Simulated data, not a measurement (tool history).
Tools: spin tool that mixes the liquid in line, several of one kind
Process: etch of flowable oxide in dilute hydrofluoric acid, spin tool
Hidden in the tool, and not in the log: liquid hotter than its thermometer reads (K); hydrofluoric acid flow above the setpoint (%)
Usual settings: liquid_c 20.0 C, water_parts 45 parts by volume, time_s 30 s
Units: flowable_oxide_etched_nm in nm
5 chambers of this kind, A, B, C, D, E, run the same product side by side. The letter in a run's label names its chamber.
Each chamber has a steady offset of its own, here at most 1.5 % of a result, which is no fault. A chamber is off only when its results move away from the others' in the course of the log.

run	day	liquid_c	water_parts	time_s	hours since the thermometer was replaced	hours since the hydrofluoric acid flow meter was replaced	read-back film thickness of the flowable oxide reference wafer, read on the same gauge (nm)	flowable_oxide_etched_nm
1C	0.279	20.0	45	30	243.6	1255.9	140.06	37.224
2B	0.596	20.0	45	30	350.0	1553.4	140.01	37.663
3E	0.929	20.0	45	30	2210.1	1727.7	140.03	36.924
4D	1.375	20.0	45	30	866.0	174.2	140.00	37.402
5A	1.838	20.0	45	30	652.3	106.8	140.01	37.829
6D	2.138	20.0	45	30	884.3	192.5	140.00	37.381
# day 2.404: chamber B: hydrofluoric acid flow meter replaced
7B	2.412	20.0	45	30	393.6	0.3	140.00	37.637
8C	2.658	20.0	45	30	300.7	1313.0	140.01	37.378
9E	3.079	20.0	45	30	2261.7	1779.3	140.05	37.095
# day 3.346: chamber E: thermometer replaced
10A	3.521	20.0	45	30	692.7	147.2	139.99	37.571
11E	3.850	20.0	45	30	12.1	1797.8	139.98	37.290
12C	4.279	20.0	45	30	339.6	1351.9	140.01	37.257
13B	4.796	20.0	45	30	450.8	57.5	140.02	37.466
14D	5.117	20.0	45	30	955.8	264.0	140.05	37.192
15A	5.458	20.0	45	30	739.2	193.7	139.96	37.824
16E	5.883	24.0	30	30	60.9	1846.6	140.04	67.534
17A	6.321	24.0	30	30	759.9	214.4	140.01	68.624
18B	6.779	24.0	30	30	498.4	105.1	139.96	68.793
19D	7.133	24.0	30	30	1004.2	312.4	140.00	67.972
20C	7.583	24.0	30	30	418.9	1431.2	140.01	69.475
21E	7.958	20.0	45	30	110.7	1896.4	140.00	36.909
22C	8.442	20.0	45	30	439.5	1451.8	140.01	38.492
23A	8.842	20.0	45	30	820.4	274.9	140.01	37.667
24D	9.233	20.0	45	30	1054.6	362.8	140.02	37.478
25B	9.712	20.0	45	30	568.8	175.5	140.00	37.772
26E	10.050	17.0	30	30	160.9	1946.6	139.98	49.320
27B	10.379	17.0	30	30	584.8	191.5	139.98	51.325
28D	10.792	17.0	30	30	1092.0	400.2	140.05	50.157
29A	11.225	17.0	30	30	877.6	332.1	139.99	51.436
30C	11.554	17.0	30	30	514.2	1526.5	139.97	52.221
31E	11.833	20.0	45	30	203.7	1989.4	140.00	36.986
32C	12.092	20.0	45	30	527.1	1539.4	139.99	39.474
33D	12.392	20.0	45	30	1130.4	438.6	139.98	37.683
34A	12.758	20.0	45	30	914.4	368.9	140.02	37.925
35B	13.179	20.0	45	30	652.0	258.7	139.99	38.016
36E	13.412	20.0	45	30	241.6	2027.3	140.02	37.166
37B	13.933	20.0	45	30	670.1	276.8	139.98	37.839
38A	14.429	20.0	45	30	954.5	409.0	140.02	38.029
39C	14.708	17.5	45	40	589.9	1602.2	139.99	47.381
40D	15.221	17.5	45	40	1198.3	506.5	140.01	44.850
41D	15.500	17.5	45	40	1205.0	513.2	140.03	44.910
42E	15.983	17.5	45	40	303.3	2089.0	139.97	44.680

All 5 chambers run these settings next. Forecast each chamber's results:
43A	16.354	20.0	50	30				?
43B	16.354	20.0	50	30				?
43C	16.354	20.0	50	30				?
43D	16.354	20.0	50	30				?
43E	16.354	20.0	50	30				?

run	flowable_oxide_etched_nm
43A	33.866
43B	33.501
43C	35.783
43D	33.266
43E	32.935
